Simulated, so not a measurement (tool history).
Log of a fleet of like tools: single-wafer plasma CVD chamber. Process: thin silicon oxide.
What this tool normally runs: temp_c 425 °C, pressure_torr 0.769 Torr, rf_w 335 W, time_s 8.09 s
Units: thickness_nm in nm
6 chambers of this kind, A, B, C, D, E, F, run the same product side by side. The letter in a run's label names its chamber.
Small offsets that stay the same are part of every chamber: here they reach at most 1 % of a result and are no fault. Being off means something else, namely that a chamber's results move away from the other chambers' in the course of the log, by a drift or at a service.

| run | hour | temp_c | pressure_torr | rf_w | time_s | read-back reference wafer on the same gauge, thickness_nm | thickness_nm |
|---|---|---|---|---|---|---|---|
| 1A | 10.2 | 425 | 0.769 | 335 | 8.09 | 12.79 | 14.82 |
| 2C | 18.6 | 425 | 0.769 | 335 | 8.09 | 12.808 | 14.736 |
| 3D | 30.5 | 425 | 0.769 | 335 | 8.09 | 12.79 | 14.73 |
|  | 31.1 | chamber A: capacitance manometer re-zeroed and calibrated |
| 4F | 36.6 | 425 | 0.769 | 335 | 8.09 | 12.807 | 14.676 |
| 5E | 49.4 | 425 | 0.769 | 335 | 8.09 | 12.804 | 14.731 |
| 6B | 56.2 | 425 | 0.769 | 335 | 8.09 | 12.812 | 14.728 |
| 7A | 66.6 | 431 | 0.769 | 335 | 8.09 | 12.798 | 14.762 |
| 8E | 78.7 | 431 | 0.769 | 335 | 8.09 | 12.8 | 14.493 |
| 9C | 85.5 | 431 | 0.769 | 335 | 8.09 | 12.789 | 14.987 |
| 10D | 97.7 | 431 | 0.769 | 335 | 8.09 | 12.803 | 14.668 |
| 11B | 108.4 | 431 | 0.769 | 335 | 8.09 | 12.809 | 14.7 |
| 12F | 119 | 431 | 0.769 | 335 | 8.09 | 12.779 | 14.442 |
| 13A | 129.8 | 425 | 0.769 | 335 | 8.09 | 12.8 | 14.784 |
| 14B | 139.9 | 425 | 0.769 | 335 | 8.09 | 12.795 | 14.76 |
|  | 141.9 | chamber D: RF generator calibrated |
| 15F | 152.8 | 425 | 0.769 | 335 | 8.09 | 12.801 | 14.589 |
| 16E | 158.7 | 425 | 0.769 | 375 | 8.09 | 12.813 | 15.376 |
| 17D | 166.8 | 425 | 0.769 | 375 | 8.09 | 12.798 | 15.225 |
|  | 169.9 | chamber B: capacitance manometer re-zeroed and calibrated |
|  | 171.6 | chamber E: RF generator calibrated |
| 18C | 172.5 | 425 | 0.769 | 375 | 8.09 | 12.784 | 15.602 |
| 19F | 185.3 | 425 | 0.769 | 375 | 8.09 | 12.773 | 15.223 |
| 20B | 198.4 | 425 | 0.769 | 375 | 8.09 | 12.812 | 15.386 |
| 21A | 207.3 | 425 | 0.769 | 375 | 8.09 | 12.789 | 15.365 |
| 22C | 213.9 | 425 | 0.769 | 385 | 9.26 | 12.817 | 17.96 |
| 23D | 224.9 | 425 | 0.769 | 385 | 9.26 | 12.821 | 17.783 |
| 24E | 236 | 425 | 0.769 | 385 | 9.26 | 12.811 | 17.6 |
| 25B | 242.7 | 425 | 0.769 | 385 | 9.26 | 12.803 | 17.764 |
| 26E | 248.9 | 425 | 0.769 | 385 | 9.26 | 12.805 | 17.643 |
| 27A | 260.3 | 425 | 0.769 | 385 | 9.26 | 12.801 | 17.873 |
| 28D | 270.9 | 425 | 0.769 | 335 | 8.09 | 12.812 | 14.576 |
| 29F | 282.9 | 425 | 0.769 | 335 | 8.09 | 12.802 | 14.481 |
|  | 283 | chamber C: thermocouple changed; heater temperature recalibrated |
| 30C | 294.4 | 425 | 0.769 | 335 | 8.09 | 12.79 | 15.002 |
| 31F | 306.2 | 425 | 0.769 | 335 | 8.09 | 12.796 | 14.583 |
| 32B | 318.7 | 425 | 0.769 | 335 | 8.09 | 12.778 | 14.635 |
| 33C | 329.7 | 425 | 0.769 | 335 | 8.09 | 12.812 | 14.919 |
| 34D | 342.4 | 425 | 0.647 | 335 | 7.55 | 12.789 | 11.557 |
| 35A | 352.6 | 425 | 0.647 | 335 | 7.55 | 12.793 | 11.512 |
| 36E | 363.8 | 425 | 0.647 | 335 | 7.55 | 12.797 | 11.301 |
| 37E | 374.9 | 425 | 0.647 | 335 | 7.55 | 12.799 | 11.414 |
| 38F | 384.7 | 425 | 0.647 | 335 | 7.55 | 12.81 | 11.338 |

Which is it: a chamber that has drifted or been left off by a service, a gauge drift common to all chambers, or only each chamber's usual small offset? If a chamber is off, name it and its likeliest cause.

The fleet is healthy, with each chamber sitting at its usual small offset and no drift in the gauge.
